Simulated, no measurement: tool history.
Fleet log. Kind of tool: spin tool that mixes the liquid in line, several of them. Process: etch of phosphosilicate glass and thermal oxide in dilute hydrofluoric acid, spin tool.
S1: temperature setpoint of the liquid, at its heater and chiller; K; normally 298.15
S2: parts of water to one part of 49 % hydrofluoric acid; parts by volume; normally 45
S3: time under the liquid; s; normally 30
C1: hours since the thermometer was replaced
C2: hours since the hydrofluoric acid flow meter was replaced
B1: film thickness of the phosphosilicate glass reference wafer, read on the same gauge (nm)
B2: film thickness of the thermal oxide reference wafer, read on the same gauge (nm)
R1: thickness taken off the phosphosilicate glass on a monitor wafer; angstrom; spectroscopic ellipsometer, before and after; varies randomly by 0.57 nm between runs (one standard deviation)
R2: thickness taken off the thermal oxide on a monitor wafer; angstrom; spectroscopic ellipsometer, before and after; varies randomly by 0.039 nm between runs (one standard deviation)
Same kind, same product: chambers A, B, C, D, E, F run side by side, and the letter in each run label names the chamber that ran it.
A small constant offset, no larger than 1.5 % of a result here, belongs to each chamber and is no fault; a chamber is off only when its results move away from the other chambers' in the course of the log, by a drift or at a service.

| run | day | S1 | S2 | S3 | C1 | C2 | B1 | B2 | R1 | R2 |
|---|---|---|---|---|---|---|---|---|---|---|
| 1F | 0.367 | 298.15 | 45 | 30 | 239.6 | 1659.2 | 49.982 | 89.981 | 1014.20 | 37.009 |
| 2A | 0.767 | 298.15 | 45 | 30 | 206.8 | 52.7 | 49.962 | 89.986 | 1013.20 | 37.429 |
| 3E | 1.221 | 298.15 | 45 | 30 | 1435.5 | 682.2 | 49.965 | 90.011 | 1014.60 | 36.114 |
| 4D | 1.554 | 298.15 | 45 | 30 | 327.0 | 1122.6 | 50.002 | 90.018 | 1019.30 | 36.979 |
| 5C | 1.929 | 298.15 | 45 | 30 | 106.3 | 826.3 | 49.983 | 89.976 | 994.25 | 37.024 |
| 6B | 2.212 | 298.15 | 35 | 30 | 845.6 | 300.1 | 50.041 | 90.004 | 1329.90 | 47.346 |
| 7D | 2.662 | 298.15 | 35 | 30 | 353.6 | 1149.2 | 49.974 | 89.943 | 1316.70 | 47.839 |
|  | 2.962 | chamber E: hydrofluoric acid flow meter replaced |
| 8E | 3.054 | 298.15 | 35 | 30 | 1479.5 | 2.2 | 50.009 | 89.970 | 1330.40 | 46.765 |
| 9B | 3.267 | 298.15 | 35 | 30 | 870.9 | 325.4 | 49.988 | 90.043 | 1336.40 | 47.463 |
| 10F | 3.596 | 298.15 | 35 | 30 | 317.1 | 1736.7 | 50.006 | 89.992 | 1317.00 | 48.186 |
| 11A | 3.950 | 298.15 | 35 | 30 | 283.2 | 129.1 | 49.986 | 90.035 | 1302.80 | 48.464 |
| 12C | 4.325 | 298.15 | 45 | 30 | 163.8 | 883.8 | 50.007 | 90.017 | 994.08 | 36.870 |
| 13B | 4.667 | 298.15 | 45 | 30 | 904.5 | 359.0 | 50.005 | 89.984 | 1014.00 | 36.687 |
| 14D | 4.938 | 298.15 | 45 | 50 | 408.2 | 1203.8 | 50.012 | 90.033 | 1688.20 | 60.351 |
|  | 4.954 | chamber F: hydrofluoric acid flow meter replaced |
| 15E | 5.150 | 298.15 | 45 | 50 | 1529.8 | 52.5 | 50.014 | 89.944 | 1711.30 | 61.247 |
| 16C | 5.642 | 298.15 | 45 | 50 | 195.4 | 915.4 | 49.999 | 90.006 | 1676.20 | 61.863 |
| 17F | 6.067 | 298.15 | 45 | 50 | 376.4 | 26.7 | 50.009 | 90.043 | 1670.50 | 62.302 |
| 18A | 6.296 | 298.15 | 45 | 50 | 339.5 | 185.4 | 50.008 | 90.009 | 1677.30 | 61.297 |
| 19D | 6.600 | 298.15 | 45 | 50 | 448.1 | 1243.7 | 50.008 | 89.994 | 1679.00 | 59.543 |
| 20A | 7.025 | 298.15 | 45 | 30 | 357.0 | 202.9 | 50.001 | 89.978 | 1014.80 | 37.053 |
| 21E | 7.404 | 298.15 | 45 | 30 | 1583.9 | 106.6 | 50.001 | 90.011 | 1019.50 | 36.842 |
| 22F | 7.838 | 298.15 | 45 | 30 | 418.9 | 69.2 | 50.023 | 89.993 | 1020.60 | 37.233 |
| 23B | 8.317 | 298.15 | 60 | 40 | 992.1 | 446.6 | 49.992 | 90.040 | 994.95 | 35.493 |
| 24C | 8.762 | 298.15 | 60 | 40 | 270.3 | 990.3 | 50.008 | 90.013 | 981.08 | 35.868 |
| 25C | 9.138 | 298.15 | 60 | 40 | 279.3 | 999.3 | 49.975 | 90.028 | 983.51 | 36.373 |
| 26B | 9.425 | 298.15 | 60 | 40 | 1018.7 | 473.2 | 50.005 | 90.002 | 987.17 | 34.883 |
| 27E | 9.846 | 298.15 | 60 | 40 | 1642.5 | 165.2 | 49.983 | 89.999 | 1010.10 | 35.112 |
| 28A | 10.242 | 298.15 | 60 | 40 | 434.2 | 280.1 | 49.988 | 90.024 | 994.85 | 37.311 |
| 29D | 10.704 | 298.15 | 45 | 30 | 546.6 | 1342.2 | 50.013 | 89.979 | 1010.90 | 36.383 |
| 30F | 11.158 | 298.15 | 45 | 30 | 498.6 | 148.9 | 50.020 | 89.981 | 1015.80 | 37.020 |
| 31D | 11.588 | 298.15 | 45 | 30 | 567.8 | 1363.4 | 50.001 | 89.972 | 1010.30 | 36.661 |
| 32A | 11.979 | 298.15 | 45 | 30 | 475.9 | 321.8 | 50.015 | 90.007 | 1023.10 | 37.241 |
| 33E | 12.275 | 298.15 | 45 | 30 | 1700.8 | 223.5 | 49.978 | 90.005 | 1016.10 | 36.804 |
| 34C | 12.629 | 298.15 | 45 | 30 | 363.1 | 1083.1 | 50.003 | 90.026 | 1003.10 | 37.118 |
| 35F | 13.079 | 298.15 | 45 | 30 | 544.7 | 195.0 | 49.990 | 90.005 | 1003.30 | 35.733 |
|  | 13.150 | chamber C: hydrofluoric acid flow meter replaced |
| 36B | 13.421 | 298.15 | 45 | 30 | 1114.6 | 569.1 | 49.981 | 90.008 | 1027.80 | 36.923 |
| 37B | 13.650 | 298.15 | 55 | 50 | 1120.1 | 574.6 | 50.025 | 90.012 | 1364.30 | 48.927 |
| 38E | 13.929 | 298.15 | 55 | 50 | 1740.5 | 263.2 | 49.984 | 90.000 | 1358.70 | 49.675 |
| 39F | 14.371 | 298.15 | 55 | 50 | 575.7 | 226.0 | 49.999 | 90.016 | 1363.70 | 49.947 |
| 40C | 14.804 | 298.15 | 55 | 50 | 415.3 | 39.8 | 50.014 | 90.010 | 1337.80 | 49.240 |
| 41D | 15.238 | 298.15 | 55 | 50 | 655.4 | 1451.0 | 50.026 | 90.014 | 1364.50 | 48.657 |
| 42A | 15.562 | 298.15 | 55 | 50 | 561.9 | 407.8 | 49.985 | 89.962 | 1366.20 | 49.735 |
| 43F | 16.050 | 298.15 | 45 | 30 | 616.0 | 266.3 | 49.968 | 90.018 | 1009.90 | 36.658 |
| 44E | 16.338 | 298.15 | 45 | 30 | 1798.3 | 321.0 | 50.022 | 90.007 | 1012.90 | 36.863 |

Next, every chamber runs the same settings. What will each give?
| 45A | 16.692 | 298.15 | 45 | 30 |  |  |  |  | ? | ? |
| 45B | 16.692 | 298.15 | 45 | 30 |  |  |  |  | ? | ? |
| 45C | 16.692 | 298.15 | 45 | 30 |  |  |  |  | ? | ? |
| 45D | 16.692 | 298.15 | 45 | 30 |  |  |  |  | ? | ? |
| 45E | 16.692 | 298.15 | 45 | 30 |  |  |  |  | ? | ? |
| 45F | 16.692 | 298.15 | 45 | 30 |  |  |  |  | ? | ? |

| run | R1 | R2 |
|---|---|---|
| 45A | 1016.00 | 37.314 |
| 45B | 1012.30 | 37.089 |
| 45C | 1003.40 | 37.193 |
| 45D | 1015.60 | 36.200 |
| 45E | 1012.10 | 37.039 |
| 45F | 1017.20 | 36.737 |

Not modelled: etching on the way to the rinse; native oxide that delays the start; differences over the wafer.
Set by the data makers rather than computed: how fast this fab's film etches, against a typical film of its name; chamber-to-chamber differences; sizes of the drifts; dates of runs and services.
